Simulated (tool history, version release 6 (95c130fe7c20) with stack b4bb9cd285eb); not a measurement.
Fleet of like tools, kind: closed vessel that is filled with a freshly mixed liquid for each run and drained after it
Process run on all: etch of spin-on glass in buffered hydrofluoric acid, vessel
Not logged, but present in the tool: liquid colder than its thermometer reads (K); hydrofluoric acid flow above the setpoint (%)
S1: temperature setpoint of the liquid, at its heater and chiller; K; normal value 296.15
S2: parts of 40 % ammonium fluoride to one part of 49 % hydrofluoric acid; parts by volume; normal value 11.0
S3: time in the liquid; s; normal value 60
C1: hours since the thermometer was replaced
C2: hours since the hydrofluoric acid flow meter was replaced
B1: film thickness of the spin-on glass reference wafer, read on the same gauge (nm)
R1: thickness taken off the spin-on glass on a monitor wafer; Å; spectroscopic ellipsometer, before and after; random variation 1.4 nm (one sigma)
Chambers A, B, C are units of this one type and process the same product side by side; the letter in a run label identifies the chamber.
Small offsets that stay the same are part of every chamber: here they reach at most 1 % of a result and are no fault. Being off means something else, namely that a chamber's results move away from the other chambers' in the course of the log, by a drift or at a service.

{"run": "1A", "hour": 8.7, "S1": 296.15, "S2": 11.0, "S3": 60, "C1": 2006.4, "C2": 233.5, "B1": 29.998, "R1": 2119.5}
{"run": "2C", "hour": 20.9, "S1": 296.15, "S2": 11.0, "S3": 60, "C1": 31.8, "C2": 740.4, "B1": 30.023, "R1": 2111.2}
{"run": "3B", "hour": 34.5, "S1": 296.15, "S2": 11.0, "S3": 60, "C1": 2107.3, "C2": 2070.5, "B1": 29.97, "R1": 2124.3}
{"run": "4A", "hour": 46.9, "S1": 296.15, "S2": 11.0, "S3": 60, "C1": 2044.6, "C2": 271.7, "B1": 29.971, "R1": 2139.8}
{"run": "5C", "hour": 58.8, "S1": 296.15, "S2": 14.0, "S3": 60, "C1": 69.7, "C2": 778.3, "B1": 29.997, "R1": 1663.0}
{"run": "6B", "hour": 73.5, "S1": 296.15, "S2": 14.0, "S3": 60, "C1": 2146.3, "C2": 2109.5, "B1": 30.009, "R1": 1701.7}
{"run": "7C", "hour": 87.7, "S1": 296.15, "S2": 14.0, "S3": 60, "C1": 98.6, "C2": 807.2, "B1": 30.023, "R1": 1657.2}
{"run": "8A", "hour": 99.7, "S1": 300.65, "S2": 11.0, "S3": 60, "C1": 2097.4, "C2": 324.5, "B1": 30.0, "R1": 2724.4}
{"run": "9B", "hour": 111.8, "S1": 300.65, "S2": 11.0, "S3": 60, "C1": 2184.6, "C2": 2147.8, "B1": 30.027, "R1": 2702.5}
{"run": "10C", "hour": 121.5, "S1": 300.65, "S2": 11.0, "S3": 60, "C1": 132.4, "C2": 841.0, "B1": 29.993, "R1": 2681.3}
{"run": "11B", "hour": 134.2, "S1": 296.15, "S2": 11.0, "S3": 60, "C1": 2207.0, "C2": 2170.2, "B1": 30.016, "R1": 2141.0}
{"run": "12A", "hour": 142.5, "S1": 296.15, "S2": 11.0, "S3": 60, "C1": 2140.2, "C2": 367.3, "B1": 29.98, "R1": 2121.1}
{"run": "13C", "hour": 150.1, "S1": 296.15, "S2": 11.0, "S3": 60, "C1": 161.0, "C2": 869.6, "B1": 29.951, "R1": 2095.7}
{"run": "14B", "hour": 158.7, "S1": 296.15, "S2": 11.0, "S3": 60, "C1": 2231.5, "C2": 2194.7, "B1": 30.036, "R1": 2113.3}
{"run": "15A", "hour": 168.3, "S1": 296.15, "S2": 11.0, "S3": 60, "C1": 2166.0, "C2": 393.1, "B1": 29.982, "R1": 2116.4}
{"run": "16B", "hour": 178.8, "S1": 296.15, "S2": 11.0, "S3": 60, "C1": 2251.6, "C2": 2214.8, "B1": 30.014, "R1": 2134.6}
{"run": "17C", "hour": 187.2, "S1": 296.15, "S2": 11.0, "S3": 60, "C1": 198.1, "C2": 906.7, "B1": 30.063, "R1": 2101.0}
{"run": "18A", "hour": 194.8, "S1": 296.15, "S2": 11.0, "S3": 60, "C1": 2192.5, "C2": 419.6, "B1": 30.009, "R1": 2144.2}
{"run": "19A", "hour": 205.4, "S1": 296.15, "S2": 11.0, "S3": 60, "C1": 2203.1, "C2": 430.2, "B1": 29.982, "R1": 2118.8}
{"run": "20B", "hour": 213.4, "S1": 296.15, "S2": 12.5, "S3": 90, "C1": 2286.2, "C2": 2249.4, "B1": 30.046, "R1": 2850.3}
{"run": "21C", "hour": 225.9, "S1": 296.15, "S2": 12.5, "S3": 90, "C1": 236.8, "C2": 945.4, "B1": 29.969, "R1": 2820.0}
{"run": "22A", "hour": 235.3, "S1": 296.15, "S2": 12.5, "S3": 90, "C1": 2233.0, "C2": 460.1, "B1": 29.972, "R1": 2807.5}
{"run": "23C", "hour": 247.2, "S1": 296.15, "S2": 11.0, "S3": 60, "C1": 258.1, "C2": 966.7, "B1": 29.989, "R1": 2146.6}
{"run": "24B", "hour": 261.7, "S1": 296.15, "S2": 15.5, "S3": 45, "C1": 2334.5, "C2": 2297.7, "B1": 30.025, "R1": 1143.0}
{"run": "25B", "hour": 273.3, "S1": 296.15, "S2": 15.5, "S3": 45, "C1": 2346.1, "C2": 2309.3, "B1": 30.017, "R1": 1144.7}
{"run": "26C", "hour": 282.7, "S1": 296.15, "S2": 15.5, "S3": 45, "C1": 293.6, "C2": 1002.2, "B1": 29.968, "R1": 1148.7}
{"run": "27A", "hour": 289.7, "S1": 300.65, "S2": 8.0, "S3": 60, "C1": 2287.4, "C2": 514.5, "B1": 29.996, "R1": 3623.0}
{"run": "28A", "hour": 296.6, "S1": 300.65, "S2": 8.0, "S3": 60, "C1": 2294.3, "C2": 521.4, "B1": 29.993, "R1": 3590.2}
{"run": "29B", "hour": 304.9, "S1": 300.65, "S2": 8.0, "S3": 60, "C1": 2377.7, "C2": 2340.9, "B1": 29.976, "R1": 3621.8}
{"run": "30C", "hour": 312.7, "S1": 296.15, "S2": 11.0, "S3": 60, "C1": 323.6, "C2": 1032.2, "B1": 30.012, "R1": 2179.0}
{"run": "31B", "hour": 322.8, "S1": 296.15, "S2": 11.0, "S3": 60, "C1": 2395.6, "C2": 2358.8, "B1": 29.983, "R1": 2131.2}
{"run": "32A", "hour": 336.4, "S1": 296.15, "S2": 11.0, "S3": 60, "C1": 2334.1, "C2": 561.2, "B1": 30.003, "R1": 2132.4}
{"run": "33C", "hour": 345.8, "S1": 296.15, "S2": 11.0, "S3": 60, "C1": 356.7, "C2": 1065.3, "B1": 30.047, "R1": 2193.6}
{"run": "34B", "hour": 355.1, "S1": 292.65, "S2": 11.0, "S3": 60, "C1": 2427.9, "C2": 2391.1, "B1": 29.974, "R1": 1734.8}
{"run": "35A", "hour": 367.2, "S1": 292.65, "S2": 11.0, "S3": 60, "C1": 2364.9, "C2": 592.0, "B1": 30.013, "R1": 1754.2}

Predict what each chamber gives when all 3 of them run the settings below next.
{"run": "36A", "hour": 378.3, "S1": 296.15, "S2": 11.0, "S3": 60, "R1": "?"}
{"run": "36B", "hour": 378.3, "S1": 296.15, "S2": 11.0, "S3": 60, "R1": "?"}
{"run": "36C", "hour": 378.3, "S1": 296.15, "S2": 11.0, "S3": 60, "R1": "?"}

run=36A R1=2129.7
run=36B R1=2145.7
run=36C R1=2212.6
